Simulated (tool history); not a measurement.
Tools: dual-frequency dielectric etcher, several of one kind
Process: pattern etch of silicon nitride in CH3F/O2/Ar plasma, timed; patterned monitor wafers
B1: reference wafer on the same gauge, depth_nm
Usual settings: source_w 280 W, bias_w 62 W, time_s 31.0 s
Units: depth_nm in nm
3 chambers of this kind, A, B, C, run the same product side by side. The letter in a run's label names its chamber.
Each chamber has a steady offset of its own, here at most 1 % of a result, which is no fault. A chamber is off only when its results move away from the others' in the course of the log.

run 1B hour=9.2 | source_w=280 bias_w=62 time_s=31.0 | B1=16.697 | depth_nm=17.806
run 2C hour=20.0 | source_w=280 bias_w=62 time_s=31.0 | B1=16.714 | depth_nm=17.915
run 3A hour=34.7 | source_w=280 bias_w=62 time_s=31.0 | B1=16.697 | depth_nm=17.982
run 4C hour=46.9 | source_w=280 bias_w=62 time_s=31.0 | B1=16.703 | depth_nm=17.882
run 5B hour=55.7 | source_w=280 bias_w=62 time_s=31.0 | B1=16.687 | depth_nm=17.855
-- hour=58.6 chamber B: wet clean of the chamber
run 6A hour=64.2 | source_w=280 bias_w=62 time_s=31.0 | B1=16.700 | depth_nm=17.939
run 7B hour=75.6 | source_w=280 bias_w=62 time_s=31.0 | B1=16.700 | depth_nm=17.953
run 8A hour=86.2 | source_w=280 bias_w=62 time_s=31.0 | B1=16.708 | depth_nm=17.963
run 9C hour=93.0 | source_w=280 bias_w=62 time_s=31.0 | B1=16.693 | depth_nm=17.985
run 10C hour=108.7 | source_w=280 bias_w=62 time_s=31.0 | B1=16.700 | depth_nm=18.056
run 11A hour=123.1 | source_w=280 bias_w=62 time_s=31.0 | B1=16.700 | depth_nm=17.853
run 12B hour=130.3 | source_w=280 bias_w=62 time_s=31.0 | B1=16.691 | depth_nm=17.896
run 13B hour=142.3 | source_w=280 bias_w=62 time_s=31.0 | B1=16.720 | depth_nm=17.910
run 14C hour=149.4 | source_w=280 bias_w=62 time_s=31.0 | B1=16.696 | depth_nm=18.144
run 15A hour=162.5 | source_w=280 bias_w=62 time_s=31.0 | B1=16.696 | depth_nm=18.004
run 16B hour=172.0 | source_w=280 bias_w=62 time_s=36.5 | B1=16.705 | depth_nm=20.980
run 17A hour=183.6 | source_w=280 bias_w=62 time_s=36.5 | B1=16.696 | depth_nm=21.208
run 18C hour=199.4 | source_w=280 bias_w=62 time_s=36.5 | B1=16.700 | depth_nm=21.441
run 19C hour=208.4 | source_w=280 bias_w=62 time_s=31.0 | B1=16.705 | depth_nm=18.105
run 20B hour=224.0 | source_w=280 bias_w=62 time_s=31.0 | B1=16.693 | depth_nm=18.002
run 21A hour=237.9 | source_w=280 bias_w=55 time_s=31.0 | B1=16.701 | depth_nm=17.157
run 22C hour=252.9 | source_w=280 bias_w=55 time_s=31.0 | B1=16.686 | depth_nm=17.526
run 23B hour=264.8 | source_w=280 bias_w=55 time_s=31.0 | B1=16.699 | depth_nm=17.187
run 24A hour=280.5 | source_w=280 bias_w=62 time_s=31.0 | B1=16.712 | depth_nm=17.968
run 25A hour=296.1 | source_w=280 bias_w=62 time_s=22.5 | B1=16.688 | depth_nm=12.980
run 26B hour=308.3 | source_w=280 bias_w=62 time_s=22.5 | B1=16.702 | depth_nm=12.993
run 27C hour=317.4 | source_w=280 bias_w=62 time_s=22.5 | B1=16.709 | depth_nm=13.253
run 28B hour=332.0 | source_w=280 bias_w=62 time_s=31.0 | B1=16.688 | depth_nm=17.881
run 29C hour=346.0 | source_w=280 bias_w=62 time_s=31.0 | B1=16.702 | depth_nm=18.238
run 30A hour=361.6 | source_w=220 bias_w=62 time_s=31.0 | B1=16.694 | depth_nm=16.350
run 31C hour=371.4 | source_w=220 bias_w=62 time_s=31.0 | B1=16.696 | depth_nm=16.763
run 32B hour=384.6 | source_w=220 bias_w=62 time_s=31.0 | B1=16.697 | depth_nm=16.329
run 33A hour=395.0 | source_w=280 bias_w=62 time_s=31.0 | B1=16.698 | depth_nm=17.996
run 34C hour=409.6 | source_w=280 bias_w=62 time_s=31.0 | B1=16.705 | depth_nm=18.457

All 3 chambers run these settings next. Forecast each chamber's results:
run 35A hour=420.8 | source_w=280 bias_w=53 time_s=31.0 | depth_nm=?
run 35B hour=420.8 | source_w=280 bias_w=53 time_s=31.0 | depth_nm=?
run 35C hour=420.8 | source_w=280 bias_w=53 time_s=31.0 | depth_nm=?

run=35A depth_nm=16.939
run=35B depth_nm=16.972
run=35C depth_nm=17.532
